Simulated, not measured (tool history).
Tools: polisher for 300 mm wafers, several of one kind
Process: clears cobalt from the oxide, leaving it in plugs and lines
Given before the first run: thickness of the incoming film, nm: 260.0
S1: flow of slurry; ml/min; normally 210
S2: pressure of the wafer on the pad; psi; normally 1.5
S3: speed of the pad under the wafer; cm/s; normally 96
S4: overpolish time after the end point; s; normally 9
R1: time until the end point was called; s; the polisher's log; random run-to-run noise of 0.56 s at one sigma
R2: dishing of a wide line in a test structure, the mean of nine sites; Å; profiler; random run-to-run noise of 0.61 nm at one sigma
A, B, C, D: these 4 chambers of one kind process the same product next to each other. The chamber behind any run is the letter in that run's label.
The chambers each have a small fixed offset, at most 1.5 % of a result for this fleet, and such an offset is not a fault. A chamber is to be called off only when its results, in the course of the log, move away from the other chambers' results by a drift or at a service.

| run | day | S1 | S2 | S3 | S4 | R1 | R2 |
|---|---|---|---|---|---|---|---|
| 1A | 0.317 | 210 | 1.5 | 96 | 9 | 64.553 | 254.79 |
|  | 0.429 | chamber C: worn pad replaced by a new one |
|  | 0.471 | chamber D: worn pad replaced by a new one |
| 2C | 0.817 | 210 | 1.5 | 96 | 9 | 64.787 | 247.57 |
| 3D | 1.296 | 210 | 1.5 | 96 | 9 | 64.691 | 249.64 |
|  | 1.379 | chamber B: slurry nozzle cleaned |
| 4B | 1.746 | 210 | 1.5 | 96 | 9 | 64.649 | 243.87 |
| 5A | 2.054 | 210 | 1.5 | 96 | 9 | 65.245 | 258.61 |
|  | 2.575 | chamber A: worn pad replaced by a new one |
| 6C | 2.588 | 210 | 1.5 | 96 | 9 | 66.179 | 246.16 |
| 7D | 2.946 | 210 | 1.5 | 96 | 9 | 63.799 | 245.65 |
|  | 3.367 | chamber B: worn pad replaced by a new one |
| 8B | 3.467 | 210 | 1.5 | 96 | 9 | 64.84 | 248.35 |
| 9B | 3.921 | 210 | 1.5 | 96 | 9 | 64.441 | 244.6 |
|  | 4.246 | chamber C: worn pad replaced by a new one |
| 10A | 4.429 | 145 | 1.7 | 96 | 9 | 59.708 | 258.56 |
| 11C | 4.804 | 145 | 1.7 | 96 | 9 | 60.848 | 266.18 |
| 12D | 5.088 | 145 | 1.7 | 96 | 9 | 60.585 | 264.32 |
| 13A | 5.371 | 145 | 1.7 | 96 | 9 | 60.563 | 250.23 |
|  | 5.608 | chamber A: slurry nozzle cleaned |
| 14B | 5.608 | 210 | 1.5 | 96 | 9 | 63.628 | 248.86 |
| 15D | 6.062 | 210 | 1.5 | 96 | 9 | 64.874 | 254.31 |
|  | 6.396 | chamber B: worn pad replaced by a new one |
| 16C | 6.412 | 210 | 1.5 | 96 | 9 | 66.251 | 231.74 |
|  | 6.875 | chamber D: worn pad replaced by a new one |
| 17B | 6.933 | 210 | 1.5 | 96 | 9 | 63.775 | 238.06 |
| 18D | 7.225 | 210 | 1.5 | 96 | 9 | 64.555 | 246.91 |
| 19C | 7.608 | 210 | 1.5 | 96 | 9 | 64.984 | 242.17 |
|  | 7.646 | chamber C: worn pad replaced by a new one |
| 20A | 8.012 | 210 | 1.5 | 96 | 9 | 64.155 | 250.79 |
|  | 8.092 | chamber A: worn pad replaced by a new one |
| 21C | 8.492 | 210 | 1.5 | 96 | 9 | 65.859 | 255.94 |
| 22D | 8.738 | 210 | 1.5 | 96 | 9 | 64.132 | 249.61 |
| 23B | 9.171 | 210 | 1.1 | 96 | 9 | 87.525 | 204.89 |
| 24A | 9.633 | 210 | 1.1 | 96 | 9 | 88.648 | 192.48 |
|  | 9.717 | chamber C: slurry nozzle cleaned |
| 25B | 10.058 | 210 | 1.1 | 96 | 9 | 86.418 | 208.95 |
|  | 10.258 | chamber B: worn pad replaced by a new one |
| 26D | 10.379 | 210 | 1.1 | 96 | 9 | 88.338 | 191.42 |
| 27A | 10.792 | 210 | 1.5 | 96 | 9 | 63.77 | 249.95 |
| 28C | 11.242 | 210 | 1.5 | 96 | 9 | 65.203 | 252.8 |
|  | 11.388 | chamber C: worn pad replaced by a new one |
| 29D | 11.758 | 210 | 1.5 | 96 | 9 | 63.959 | 246.57 |
| 30B | 12.242 | 210 | 1.5 | 96 | 9 | 64.228 | 252.38 |
|  | 12.308 | chamber D: head pressure recalibrated |
|  | 12.517 | chamber D: worn pad replaced by a new one |
| 31A | 12.75 | 210 | 1.5 | 96 | 9 | 64.856 | 242.76 |
| 32C | 13.008 | 210 | 1.5 | 96 | 9 | 64.796 | 249.04 |
| 33B | 13.258 | 210 | 1.5 | 96 | 9 | 63.766 | 242.87 |
|  | 13.321 | chamber B: worn pad replaced by a new one |
|  | 13.483 | chamber A: worn pad replaced by a new one |
| 34A | 13.5 | 210 | 1.5 | 96 | 9 | 65.934 | 255.54 |
|  | 13.762 | chamber A: slurry nozzle cleaned |
| 35D | 13.979 | 210 | 1.5 | 96 | 9 | 64.829 | 244.73 |
| 36C | 14.467 | 210 | 1.5 | 96 | 9 | 64.094 | 250.03 |
|  | 14.767 | chamber C: worn pad replaced by a new one |
| 37C | 14.992 | 210 | 1.5 | 96 | 9 | 64.431 | 241.6 |
| 38A | 15.283 | 210 | 1.5 | 96 | 9 | 65.225 | 258.72 |
| 39D | 15.775 | 210 | 1.5 | 96 | 9 | 63.877 | 240.53 |
| 40B | 16.254 | 170 | 1.3 | 96 | 9 | 77.109 | 222.15 |
| 41D | 16.767 | 170 | 1.3 | 96 | 9 | 76.594 | 220.7 |
| 42A | 17.067 | 170 | 1.3 | 96 | 9 | 75.606 | 227.99 |
| 43C | 17.379 | 170 | 1.3 | 96 | 9 | 76.975 | 226.86 |

Next, every chamber runs the same settings. What will each give?
| 44A | 17.775 | 210 | 1.5 | 122 | 9 | ? | ? |
| 44B | 17.775 | 210 | 1.5 | 122 | 9 | ? | ? |
| 44C | 17.775 | 210 | 1.5 | 122 | 9 | ? | ? |
| 44D | 17.775 | 210 | 1.5 | 122 | 9 | ? | ? |

| run | R1 | R2 |
|---|---|---|
| 44A | 50.597 | 300.76 |
| 44B | 50.79 | 290.7 |
| 44C | 50.747 | 286.35 |
| 44D | 50.64 | 294.24 |
